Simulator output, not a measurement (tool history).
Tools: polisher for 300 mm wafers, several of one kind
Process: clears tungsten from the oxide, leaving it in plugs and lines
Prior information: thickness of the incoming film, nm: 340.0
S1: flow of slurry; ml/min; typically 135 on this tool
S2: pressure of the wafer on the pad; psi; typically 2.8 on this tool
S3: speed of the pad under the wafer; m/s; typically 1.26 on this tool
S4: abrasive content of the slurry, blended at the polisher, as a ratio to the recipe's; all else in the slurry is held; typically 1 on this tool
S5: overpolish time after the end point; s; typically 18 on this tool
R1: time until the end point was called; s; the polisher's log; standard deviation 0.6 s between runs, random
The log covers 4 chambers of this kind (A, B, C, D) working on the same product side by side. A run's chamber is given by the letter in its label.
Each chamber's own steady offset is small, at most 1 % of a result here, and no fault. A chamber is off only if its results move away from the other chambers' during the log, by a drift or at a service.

| run | hour | S1 | S2 | S3 | S4 | S5 | R1 |
|---|---|---|---|---|---|---|---|
|  | 8.1 | chamber A: worn pad replaced by a new one |
| 1B | 11.2 | 135 | 2.8 | 1.26 | 1 | 18 | 74.757 |
|  | 15.9 | chamber B: head pressure recalibrated |
| 2C | 26.2 | 135 | 2.8 | 1.26 | 1 | 18 | 74.850 |
|  | 28.5 | chamber C: slurry tank refilled with fresh slurry and peroxide |
|  | 30.0 | chamber D: worn pad replaced by a new one |
|  | 35.1 | chamber A: slurry blender recalibrated |
| 3A | 37.4 | 135 | 2.8 | 1.26 | 1 | 18 | 74.907 |
|  | 42.5 | chamber A: slurry tank refilled with fresh slurry and peroxide |
|  | 45.0 | chamber B: worn pad replaced by a new one |
|  | 50.2 | chamber C: slurry blender recalibrated |
| 4D | 53.1 | 135 | 2.8 | 1.26 | 1 | 18 | 72.853 |
|  | 60.6 | chamber D: slurry tank refilled with fresh slurry and peroxide |
|  | 66.2 | chamber C: worn pad replaced by a new one |
| 5C | 67.8 | 135 | 2.8 | 1.26 | 1 | 18 | 74.289 |
| 6D | 78.0 | 135 | 2.8 | 1.26 | 1 | 8 | 73.615 |
| 7B | 92.2 | 135 | 2.8 | 1.26 | 1 | 8 | 74.649 |
| 8A | 102.8 | 135 | 2.8 | 1.26 | 1 | 8 | 75.589 |
|  | 104.9 | chamber A: worn pad replaced by a new one |
| 9A | 113.8 | 135 | 2.8 | 1.26 | 1 | 8 | 75.409 |
|  | 114.8 | chamber D: worn pad replaced by a new one |
|  | 115.8 | chamber C: slurry tank refilled with fresh slurry and peroxide |
|  | 122.7 | chamber D: slurry tank refilled with fresh slurry and peroxide |
| 10D | 127.2 | 135 | 2.8 | 1.26 | 1 | 18 | 73.986 |
|  | 129.9 | chamber A: slurry nozzle cleaned |
| 11B | 141.2 | 160 | 2.0 | 1.26 | 1 | 18 | 103.100 |
|  | 146.5 | chamber B: slurry tank refilled with fresh slurry and peroxide |
|  | 147.3 | chamber C: worn pad replaced by a new one |
| 12C | 151.2 | 160 | 2.0 | 1.26 | 1 | 18 | 101.650 |
|  | 154.1 | chamber B: worn pad replaced by a new one |
| 13A | 162.4 | 160 | 2.0 | 1.26 | 1 | 18 | 102.920 |
| 14D | 171.8 | 160 | 2.0 | 1.26 | 1 | 18 | 99.848 |
|  | 184.3 | chamber D: slurry nozzle cleaned |
| 15B | 186.5 | 135 | 2.8 | 1.26 | 1 | 18 | 77.454 |
|  | 190.2 | chamber C: slurry tank refilled with fresh slurry and peroxide |
|  | 191.7 | chamber D: worn pad replaced by a new one |
| 16C | 195.6 | 135 | 2.8 | 1.26 | 1 | 18 | 74.168 |
|  | 197.2 | chamber A: worn pad replaced by a new one |
|  | 202.8 | chamber D: slurry tank refilled with fresh slurry and peroxide |
| 17A | 211.3 | 135 | 2.8 | 1.26 | 1 | 18 | 74.835 |
|  | 213.9 | chamber A: slurry tank refilled with fresh slurry and peroxide |
| 18B | 224.4 | 135 | 2.8 | 1.26 | 1 | 18 | 77.010 |
|  | 227.0 | chamber C: worn pad replaced by a new one |
| 19D | 235.9 | 135 | 2.8 | 1.26 | 1 | 18 | 73.096 |
| 20C | 244.7 | 135 | 2.8 | 1.26 | 1 | 18 | 74.498 |
|  | 250.0 | chamber B: worn pad replaced by a new one |
|  | 256.1 | chamber C: slurry tank refilled with fresh slurry and peroxide |
| 21C | 257.1 | 135 | 2.8 | 1.26 | 1 | 18 | 74.686 |
|  | 261.5 | chamber D: slurry blender recalibrated |
| 22A | 265.5 | 135 | 2.8 | 1.26 | 1 | 18 | 75.670 |
| 23B | 273.7 | 135 | 2.8 | 1.26 | 1 | 18 | 79.736 |
|  | 275.5 | chamber D: worn pad replaced by a new one |
|  | 281.0 | chamber D: slurry tank refilled with fresh slurry and peroxide |
| 24D | 281.9 | 135 | 2.8 | 1.26 | 1 | 18 | 74.061 |
| 25A | 289.1 | 135 | 2.8 | 1.26 | 1 | 18 | 75.953 |
|  | 289.5 | chamber C: worn pad replaced by a new one |
|  | 294.6 | chamber A: worn pad replaced by a new one |
| 26D | 299.6 | 135 | 2.8 | 1.26 | 1 | 18 | 74.567 |
|  | 299.9 | chamber B: slurry tank refilled with fresh slurry and peroxide |
| 27C | 312.3 | 135 | 2.8 | 1.26 | 1 | 18 | 74.566 |
| 28B | 321.9 | 135 | 2.8 | 1.26 | 1 | 18 | 81.688 |
| 29D | 330.3 | 135 | 2.8 | 1.26 | 1 | 18 | 73.093 |
|  | 338.7 | chamber C: slurry tank refilled with fresh slurry and peroxide |
| 30C | 339.1 | 135 | 2.8 | 1.26 | 1 | 18 | 74.482 |
|  | 341.0 | chamber A: slurry nozzle cleaned |
| 31B | 347.3 | 135 | 3.5 | 1.26 | 1 | 18 | 65.938 |
| 32A | 358.6 | 135 | 3.5 | 1.26 | 1 | 18 | 60.601 |

What goes on in this fleet: one chamber off, a drifting gauge, or nothing beyond the chambers' own small offsets? Name the chamber and the cause, if any.

Little by little, chamber B moves away from the other chambers.
Cause: slurry flow missing at the pad, % = 39.
The log may not tell that from: head's pressure below its setpoint, %; abrasive missing from the slurry, %.

Chamber B could run next with any of the 4 candidate recipes listed below; each alters the usual settings, and their results appear as question marks. Which one brings its results back in line with what the other chambers deliver on the usual settings?
In-line tolerance around the mean of the other chambers on the usual settings: R1 2.100 s
| 33B-1 | 369.9 | 135 | 3.0 | 1.32 | 1 | 18 | ? |
| 33B-2 | 369.9 | 135 | 2.6 | 1.20 | 1 | 18 | ? |
| 33B-3 | 369.9 | 135 | 2.8 | 1.60 | 1 | 18 | ? |
| 33B-4 | 369.9 | 135 | 2.5 | 1.12 | 1 | 18 | ? |

Mean of the other chambers on the usual settings: R1 74.606 s
| run | R1 |
|---|---|
| 33B-1 | 74.708 |
| 33B-2 | 94.738 |
| 33B-3 | 66.219 |
| 33B-4 | 105.460 |
The right change is 33B-1: it brings the chamber back within the allowed miss of the others.

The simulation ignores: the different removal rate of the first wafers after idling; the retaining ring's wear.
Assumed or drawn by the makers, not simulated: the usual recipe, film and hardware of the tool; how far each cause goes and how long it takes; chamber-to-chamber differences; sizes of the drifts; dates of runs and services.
